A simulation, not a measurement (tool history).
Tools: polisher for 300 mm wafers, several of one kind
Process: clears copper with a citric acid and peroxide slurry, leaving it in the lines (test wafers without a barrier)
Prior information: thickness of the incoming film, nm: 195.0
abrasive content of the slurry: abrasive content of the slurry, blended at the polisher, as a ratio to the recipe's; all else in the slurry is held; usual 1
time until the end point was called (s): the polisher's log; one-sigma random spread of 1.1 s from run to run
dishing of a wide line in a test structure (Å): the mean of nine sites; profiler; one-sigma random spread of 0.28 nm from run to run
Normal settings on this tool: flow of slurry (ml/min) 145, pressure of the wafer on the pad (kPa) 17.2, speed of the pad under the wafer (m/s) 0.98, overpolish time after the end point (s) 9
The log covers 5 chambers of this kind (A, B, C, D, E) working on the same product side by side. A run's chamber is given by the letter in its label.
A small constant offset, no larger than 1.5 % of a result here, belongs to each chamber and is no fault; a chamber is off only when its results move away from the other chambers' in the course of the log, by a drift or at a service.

| run | hour | flow of slurry (ml/min) | pressure of the wafer on the pad (kPa) | speed of the pad under the wafer (m/s) | abrasive content of the slurry | overpolish time after the end point (s) | wafers polished on this pad | hours since the slurry nozzle was cleaned | hours since the head pressure was calibrated | hours since the slurry blender was calibrated | time until the end point was called (s) | dishing of a wide line in a test structure (Å) |
|---|---|---|---|---|---|---|---|---|---|---|---|---|
| 1A | 11.1 | 145 | 17.2 | 0.98 | 1 | 9 | 773 | 357.7 | 960.8 | 285.6 | 90.767 | 149.45 |
|  | 22.8 | chamber B: slurry blender recalibrated |
| 2B | 26 | 145 | 17.2 | 0.98 | 1 | 9 | 811 | 502.9 | 975.7 | 3.2 | 89.142 | 147.76 |
|  | 38.4 | chamber C: slurry blender recalibrated |
| 3E | 41.5 | 145 | 17.2 | 0.98 | 1 | 9 | 660 | 255.1 | 1045.4 | 235.6 | 89.878 | 145.8 |
|  | 49.4 | chamber E: worn pad replaced by a new one |
| 4D | 51.6 | 145 | 17.2 | 0.98 | 1 | 9 | 681 | 428.2 | 308.4 | 143.6 | 92.911 | 145.92 |
| 5C | 59.5 | 145 | 17.2 | 0.98 | 1 | 9 | 861 | 309.6 | 137 | 21.1 | 89.294 | 150.13 |
|  | 63.8 | chamber C: worn pad replaced by a new one |
| 6B | 70.3 | 145 | 17.2 | 0.98 | 1 | 9 | 1197 | 547.2 | 1020 | 47.5 | 91.368 | 147.1 |
|  | 72.1 | chamber E: slurry blender recalibrated |
|  | 72.6 | chamber D: worn pad replaced by a new one |
|  | 76.9 | chamber C: slurry nozzle cleaned |
|  | 78.1 | chamber B: worn pad replaced by a new one |
| 7C | 82.3 | 145 | 20.7 | 0.98 | 1 | 5 | 161 | 5.4 | 159.8 | 43.9 | 76.352 | 102.04 |
|  | 90.6 | chamber A: worn pad replaced by a new one |
|  | 93.1 | chamber B: slurry nozzle cleaned |
| 8D | 97.2 | 145 | 20.7 | 0.98 | 1 | 5 | 214 | 473.8 | 354 | 189.2 | 77.035 | 101.73 |
| 9E | 108.5 | 145 | 20.7 | 0.98 | 1 | 5 | 515 | 322.1 | 1112.4 | 36.4 | 76.235 | 99.415 |
| 10A | 115.9 | 145 | 20.7 | 0.98 | 1 | 5 | 220 | 462.5 | 1065.6 | 390.4 | 73.944 | 102.57 |
|  | 116.4 | chamber A: head pressure recalibrated |
| 11B | 126 | 145 | 20.7 | 0.98 | 1 | 5 | 417 | 32.9 | 1075.7 | 103.2 | 75.756 | 101.29 |
|  | 132.3 | chamber E: worn pad replaced by a new one |
| 12D | 133.2 | 145 | 17.2 | 0.98 | 1 | 9 | 527 | 509.8 | 390 | 225.2 | 92.198 | 150.43 |
| 13C | 140.6 | 145 | 17.2 | 0.98 | 1 | 9 | 669 | 63.7 | 218.1 | 102.2 | 91.079 | 142.9 |
| 14E | 149 | 145 | 13.1 | 1.16 | 1 | 9 | 146 | 362.6 | 1152.9 | 76.9 | 100.17 | 132.38 |
| 15A | 159.8 | 145 | 13.1 | 1.16 | 1 | 9 | 602 | 506.4 | 43.5 | 434.3 | 102.27 | 133.8 |
|  | 161.3 | chamber B: slurry blender recalibrated |
|  | 166 | chamber C: worn pad replaced by a new one |
| 16D | 170.3 | 145 | 13.1 | 1.16 | 1 | 9 | 850 | 546.9 | 427.1 | 262.3 | 101.76 | 126.07 |
|  | 172.4 | chamber D: worn pad replaced by a new one |
|  | 174.7 | chamber A: slurry blender recalibrated |
| 17E | 179.3 | 145 | 13.1 | 1.16 | 1 | 9 | 409 | 392.9 | 1183.2 | 107.2 | 100.45 | 134.84 |
| 18B | 187.6 | 145 | 13.1 | 1.16 | 1 | 9 | 953 | 94.5 | 1137.3 | 26.3 | 100.38 | 130.24 |
| 19C | 203.5 | 145 | 17.2 | 0.98 | 1 | 9 | 326 | 126.6 | 281 | 165.1 | 91.85 | 147.07 |
|  | 209.4 | chamber C: head pressure recalibrated |
|  | 214.2 | chamber E: worn pad replaced by a new one |
| 20A | 218.1 | 145 | 17.2 | 1.24 | 1 | 13 | 1110 | 564.7 | 101.8 | 43.5 | 71.602 | 257.78 |
|  | 218.4 | chamber A: worn pad replaced by a new one |
| 21C | 228.1 | 145 | 17.2 | 1.24 | 1 | 13 | 540 | 151.2 | 18.7 | 189.7 | 70.931 | 256.26 |
|  | 231.4 | chamber B: worn pad replaced by a new one |
|  | 242.6 | chamber C: slurry blender recalibrated |
| 22E | 242.8 | 145 | 17.2 | 1.24 | 1 | 13 | 249 | 456.4 | 1246.7 | 170.7 | 71.112 | 255.02 |
| 23D | 256.4 | 145 | 17.2 | 1.24 | 1 | 13 | 731 | 633 | 513.2 | 348.4 | 76.515 | 258.49 |
|  | 260.4 | chamber D: worn pad replaced by a new one |
|  | 260.7 | chamber C: worn pad replaced by a new one |
|  | 262.9 | chamber E: head pressure recalibrated |
| 24A | 265.8 | 145 | 17.2 | 1.24 | 1 | 13 | 412 | 612.4 | 149.5 | 91.2 | 71.309 | 259.05 |
| 25B | 277 | 145 | 17.2 | 0.98 | 1 | 9 | 397 | 183.9 | 1226.7 | 115.7 | 90.52 | 146.84 |
|  | 282.9 | chamber B: head pressure recalibrated |
| 26E | 287 | 120 | 17.2 | 0.98 | 0.9 | 9 | 634 | 500.6 | 24.2 | 214.9 | 99.188 | 142.87 |
|  | 297.7 | chamber E: worn pad replaced by a new one |
|  | 300.4 | chamber B: slurry blender recalibrated |
| 27A | 301.4 | 120 | 17.2 | 0.98 | 0.9 | 9 | 722 | 648 | 185.1 | 126.8 | 96.721 | 139.21 |
| 28B | 312.5 | 120 | 17.2 | 0.98 | 0.9 | 9 | 706 | 219.4 | 29.7 | 12.1 | 95.432 | 134.79 |
| 29C | 323 | 120 | 17.2 | 0.98 | 0.9 | 9 | 543 | 246.1 | 113.6 | 80.4 | 96.264 | 140.9 |
| 30D | 334.5 | 120 | 17.2 | 0.98 | 0.9 | 9 | 645 | 711.1 | 591.3 | 426.5 | 103.33 | 131.04 |
| 31E | 343.6 | 145 | 17.2 | 0.98 | 1 | 9 | 400 | 557.2 | 80.8 | 271.5 | 91.482 | 143.45 |
|  | 350.8 | chamber B: worn pad replaced by a new one |
| 32B | 357.5 | 145 | 17.2 | 0.98 | 1 | 9 | 59 | 264.4 | 74.7 | 57.1 | 91.247 | 144.03 |
|  | 358.7 | chamber A: worn pad replaced by a new one |
|  | 364.4 | chamber C: worn pad replaced by a new one |
| 33A | 368.4 | 145 | 17.2 | 0.98 | 1 | 9 | 85 | 715 | 252.1 | 193.8 | 92.285 | 149.22 |
| 34C | 379.6 | 145 | 17.2 | 0.98 | 1 | 5 | 132 | 302.7 | 170.2 | 137 | 89.313 | 82.383 |

Each of the 5 chambers runs these same settings next. Fill in every chamber's results:
| 35A | 391.2 | 145 | 17.2 | 0.98 | 1 | 9 |  |  |  |  | ? | ? |
| 35B | 391.2 | 145 | 17.2 | 0.98 | 1 | 9 |  |  |  |  | ? | ? |
| 35C | 391.2 | 145 | 17.2 | 0.98 | 1 | 9 |  |  |  |  | ? | ? |
| 35D | 391.2 | 145 | 17.2 | 0.98 | 1 | 9 |  |  |  |  | ? | ? |
| 35E | 391.2 | 145 | 17.2 | 0.98 | 1 | 9 |  |  |  |  | ? | ? |

| run | time until the end point was called (s) | dishing of a wide line in a test structure (Å) |
|---|---|---|
| 35A | 92.342 | 145.6 |
| 35B | 91.752 | 142.99 |
| 35C | 91.233 | 145.34 |
| 35D | 99.879 | 135.28 |
| 35E | 90.421 | 141.43 |

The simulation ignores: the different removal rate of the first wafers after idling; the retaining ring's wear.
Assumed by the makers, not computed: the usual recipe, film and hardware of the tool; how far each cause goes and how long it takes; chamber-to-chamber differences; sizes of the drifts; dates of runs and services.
